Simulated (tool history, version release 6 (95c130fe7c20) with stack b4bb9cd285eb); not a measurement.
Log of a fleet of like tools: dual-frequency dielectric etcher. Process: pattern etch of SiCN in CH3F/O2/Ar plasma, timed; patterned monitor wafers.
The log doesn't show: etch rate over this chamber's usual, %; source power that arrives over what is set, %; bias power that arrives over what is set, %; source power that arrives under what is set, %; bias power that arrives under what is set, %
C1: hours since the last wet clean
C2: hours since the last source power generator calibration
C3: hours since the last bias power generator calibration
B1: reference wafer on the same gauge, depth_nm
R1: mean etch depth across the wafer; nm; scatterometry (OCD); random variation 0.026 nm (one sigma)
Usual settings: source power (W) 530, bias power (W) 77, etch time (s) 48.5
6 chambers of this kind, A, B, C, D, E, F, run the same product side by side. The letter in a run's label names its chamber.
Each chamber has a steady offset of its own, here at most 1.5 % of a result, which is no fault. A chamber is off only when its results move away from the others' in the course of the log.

run 1A hour=5.6 | source_power_(W)=530 bias_power_(W)=77 etch_time_(s)=48.5 | C1=313.8 C2=1090.1 C3=1500.1 | B1=23.499 | R1=20.84
run 2B hour=10.4 | source_power_(W)=530 bias_power_(W)=77 etch_time_(s)=48.5 | C1=27.4 C2=525.3 C3=93.4 | B1=23.491 | R1=20.471
run 3C hour=16.7 | source_power_(W)=530 bias_power_(W)=77 etch_time_(s)=48.5 | C1=681 C2=1107.7 C3=602.9 | B1=23.492 | R1=20.538
run 4F hour=20.3 | source_power_(W)=530 bias_power_(W)=77 etch_time_(s)=48.5 | C1=65.9 C2=935.2 C3=417.7 | B1=23.482 | R1=20.729
run 5D hour=27.1 | source_power_(W)=530 bias_power_(W)=77 etch_time_(s)=48.5 | C1=332.8 C2=504.4 C3=1496.8 | B1=23.488 | R1=20.69
run 6E hour=31.1 | source_power_(W)=530 bias_power_(W)=77 etch_time_(s)=48.5 | C1=84.2 C2=1057.5 C3=1070.2 | B1=23.475 | R1=20.63
run 7C hour=35.3 | source_power_(W)=530 bias_power_(W)=77 etch_time_(s)=48.5 | C1=699.6 C2=1126.3 C3=621.5 | B1=23.475 | R1=20.501
run 8F hour=41.1 | source_power_(W)=530 bias_power_(W)=77 etch_time_(s)=48.5 | C1=86.7 C2=956 C3=438.5 | B1=23.478 | R1=20.799
run 9D hour=45.2 | source_power_(W)=530 bias_power_(W)=77 etch_time_(s)=48.5 | C1=350.9 C2=522.5 C3=1514.9 | B1=23.47 | R1=20.677
-- hour=46.4 chamber C: wet clean of the chamber
run 10A hour=50.9 | source_power_(W)=530 bias_power_(W)=77 etch_time_(s)=48.5 | C1=359.1 C2=1135.4 C3=1545.4 | B1=23.477 | R1=20.763
run 11B hour=55.5 | source_power_(W)=530 bias_power_(W)=59 etch_time_(s)=38 | C1=72.5 C2=570.4 C3=138.5 | B1=23.465 | R1=14.689
run 12E hour=62.8 | source_power_(W)=530 bias_power_(W)=59 etch_time_(s)=38 | C1=115.9 C2=1089.2 C3=1101.9 | B1=23.462 | R1=14.754
run 13C hour=66.2 | source_power_(W)=530 bias_power_(W)=59 etch_time_(s)=38 | C1=19.8 C2=1157.2 C3=652.4 | B1=23.46 | R1=14.657
run 14B hour=71.5 | source_power_(W)=530 bias_power_(W)=59 etch_time_(s)=38 | C1=88.5 C2=586.4 C3=154.5 | B1=23.458 | R1=14.663
run 15D hour=75.9 | source_power_(W)=530 bias_power_(W)=59 etch_time_(s)=38 | C1=381.6 C2=553.2 C3=1545.6 | B1=23.451 | R1=14.776
run 16F hour=82.1 | source_power_(W)=530 bias_power_(W)=59 etch_time_(s)=38 | C1=127.7 C2=997 C3=479.5 | B1=23.45 | R1=14.847
run 17E hour=85.4 | source_power_(W)=530 bias_power_(W)=77 etch_time_(s)=48.5 | C1=138.5 C2=1111.8 C3=1124.5 | B1=23.448 | R1=20.624
run 18A hour=90.2 | source_power_(W)=530 bias_power_(W)=77 etch_time_(s)=48.5 | C1=398.4 C2=1174.7 C3=1584.7 | B1=23.447 | R1=20.768
run 19E hour=94.9 | source_power_(W)=530 bias_power_(W)=77 etch_time_(s)=48.5 | C1=148 C2=1121.3 C3=1134 | B1=23.434 | R1=20.609
run 20F hour=98.2 | source_power_(W)=530 bias_power_(W)=77 etch_time_(s)=48.5 | C1=143.8 C2=1013.1 C3=495.6 | B1=23.442 | R1=20.745
run 21A hour=101.9 | source_power_(W)=530 bias_power_(W)=77 etch_time_(s)=48.5 | C1=410.1 C2=1186.4 C3=1596.4 | B1=23.435 | R1=20.766
-- hour=106.9 chamber D: wet clean of the chamber
run 22D hour=108.9 | source_power_(W)=530 bias_power_(W)=77 etch_time_(s)=48.5 | C1=2 C2=586.2 C3=1578.6 | B1=23.426 | R1=20.634
run 23B hour=114.6 | source_power_(W)=530 bias_power_(W)=77 etch_time_(s)=48.5 | C1=131.6 C2=629.5 C3=197.6 | B1=23.431 | R1=20.461
run 24C hour=118.7 | source_power_(W)=650 bias_power_(W)=77 etch_time_(s)=48.5 | C1=72.3 C2=1209.7 C3=704.9 | B1=23.424 | R1=22.07
run 25F hour=122.6 | source_power_(W)=650 bias_power_(W)=77 etch_time_(s)=48.5 | C1=168.2 C2=1037.5 C3=520 | B1=23.427 | R1=22.377
run 26C hour=127.4 | source_power_(W)=650 bias_power_(W)=77 etch_time_(s)=48.5 | C1=81 C2=1218.4 C3=713.6 | B1=23.423 | R1=22.036
run 27D hour=132.7 | source_power_(W)=650 bias_power_(W)=77 etch_time_(s)=48.5 | C1=25.8 C2=610 C3=1602.4 | B1=23.409 | R1=22.302
run 28E hour=138 | source_power_(W)=650 bias_power_(W)=77 etch_time_(s)=48.5 | C1=191.1 C2=1164.4 C3=1177.1 | B1=23.41 | R1=22.189
run 29B hour=141.7 | source_power_(W)=650 bias_power_(W)=77 etch_time_(s)=48.5 | C1=158.7 C2=656.6 C3=224.7 | B1=23.404 | R1=22.084
run 30A hour=148.9 | source_power_(W)=530 bias_power_(W)=77 etch_time_(s)=48.5 | C1=457.1 C2=1233.4 C3=1643.4 | B1=23.404 | R1=20.712
run 31C hour=152.1 | source_power_(W)=530 bias_power_(W)=77 etch_time_(s)=48.5 | C1=105.7 C2=1243.1 C3=738.3 | B1=23.409 | R1=20.442
run 32F hour=156.8 | source_power_(W)=530 bias_power_(W)=77 etch_time_(s)=48.5 | C1=202.4 C2=1071.7 C3=554.2 | B1=23.402 | R1=20.715
run 33B hour=164 | source_power_(W)=530 bias_power_(W)=77 etch_time_(s)=48.5 | C1=181 C2=678.9 C3=247 | B1=23.399 | R1=20.4
run 34D hour=168.1 | source_power_(W)=530 bias_power_(W)=93 etch_time_(s)=48.5 | C1=61.2 C2=645.4 C3=1637.8 | B1=23.394 | R1=22.093
run 35E hour=174.8 | source_power_(W)=530 bias_power_(W)=93 etch_time_(s)=48.5 | C1=227.9 C2=1201.2 C3=1213.9 | B1=23.39 | R1=21.991
run 36A hour=178.2 | source_power_(W)=530 bias_power_(W)=93 etch_time_(s)=48.5 | C1=486.4 C2=1262.7 C3=1672.7 | B1=23.386 | R1=22.169
run 37F hour=183.2 | source_power_(W)=530 bias_power_(W)=93 etch_time_(s)=48.5 | C1=228.8 C2=1098.1 C3=580.6 | B1=23.39 | R1=22.16
run 38B hour=186.7 | source_power_(W)=530 bias_power_(W)=93 etch_time_(s)=48.5 | C1=203.7 C2=701.6 C3=269.7 | B1=23.386 | R1=21.804
run 39E hour=190.4 | source_power_(W)=530 bias_power_(W)=93 etch_time_(s)=48.5 | C1=243.5 C2=1216.8 C3=1229.5 | B1=23.369 | R1=21.972

What goes on in this fleet: one chamber off, a drifting gauge, or nothing beyond the chambers' own small offsets? Name the chamber and the cause, if any.

The gauge drifts, so all chambers seem to drift together. No chamber is off.
Cause: gauge reads low (%) = 0.523.
